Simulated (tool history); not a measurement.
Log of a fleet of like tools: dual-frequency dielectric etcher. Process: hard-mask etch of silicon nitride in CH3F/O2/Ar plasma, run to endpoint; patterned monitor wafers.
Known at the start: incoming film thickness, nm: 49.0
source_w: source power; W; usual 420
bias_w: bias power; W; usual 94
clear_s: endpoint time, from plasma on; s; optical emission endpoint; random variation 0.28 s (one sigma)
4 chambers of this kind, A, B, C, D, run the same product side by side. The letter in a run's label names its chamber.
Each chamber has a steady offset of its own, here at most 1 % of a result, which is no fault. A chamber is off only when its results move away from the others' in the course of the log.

run     day  source_w  bias_w  clear_s
 1D   0.358       420      94   64.011
 2A   0.538       420      94   63.157
 3C   0.812       420      94   63.731
 4B   1.146       420      94   63.417
 5C   1.342       420      94   63.333
 6B   1.654       420      94   63.052
 7A   1.983       420      94   62.871
      2.229  -- chamber A: source power generator calibrated
 8D   2.321       420      94   64.011
 9B   2.508       420      94   63.037
      2.879  -- chamber D: wet clean of the chamber
10A   2.896       420      94   63.083
      3.238  -- chamber B: wet clean of the chamber
11D   3.283       500      81   63.317
12C   3.617       500      81   61.749
13D   3.979       500      81   63.264
14A   4.358       500      81   61.835
15B   4.638       420     108   60.021
      4.838  -- chamber D: bias power generator calibrated
16C   4.846       420     108   59.546
17D   5.188       420     108   60.745
18B   5.375       420     108   60.346
19A   5.775       420      94   62.547
      5.879  -- chamber A: wet clean of the chamber
20C   6.088       420      94   62.238
21C   6.388       420      94   62.231
22A   6.783       420      94   62.866
23D   6.979       420      94   63.817
24B   7.179       420      94   63.498
25C     7.4       420      94   62.379
26B   7.588       420      94   62.853
27D   7.817       420      94    63.57
28A   8.208       420      94    62.97
29C   8.596       420      94   62.032
30D    8.85       420      94   63.547
31A   9.229       420      94    62.91
32B   9.542       420      94   62.722
33A   9.817       420      94   63.171
34B   10.15       420      94   62.957
35D  10.388       420      94   63.969
36C  10.717       420      94   61.469
37D  11.096       420      94   63.629
38A   11.35       420      94   63.036
39C  11.733       420      94   61.278

What goes on in this fleet: one chamber off, a drifting gauge, or nothing beyond the chambers' own small offsets? Name the chamber and the cause, if any.

Chamber C drifts away from the others.
Cause: etch rate over this chamber's usual, % = 2.89.

Here are 4 candidates for chamber C's next run, each the usual settings with a change, their results left as question marks. Which one brings its results back in line with what the others give on the usual settings?
In line means no further than this from the other chambers' mean on the usual settings: clear_s 0.99 s
40C-1  12.021       420     103        ?
40C-2  12.021       420      78        ?
40C-3  12.021       460     103        ?
40C-4  12.021       380      94        ?

The other chambers' mean on the usual settings: clear_s 63.364 s
  run  clear_s
40C-1    59.31
40C-2   65.509
40C-3    57.36
40C-4    63.62
40C-4 brings the chamber back in line.

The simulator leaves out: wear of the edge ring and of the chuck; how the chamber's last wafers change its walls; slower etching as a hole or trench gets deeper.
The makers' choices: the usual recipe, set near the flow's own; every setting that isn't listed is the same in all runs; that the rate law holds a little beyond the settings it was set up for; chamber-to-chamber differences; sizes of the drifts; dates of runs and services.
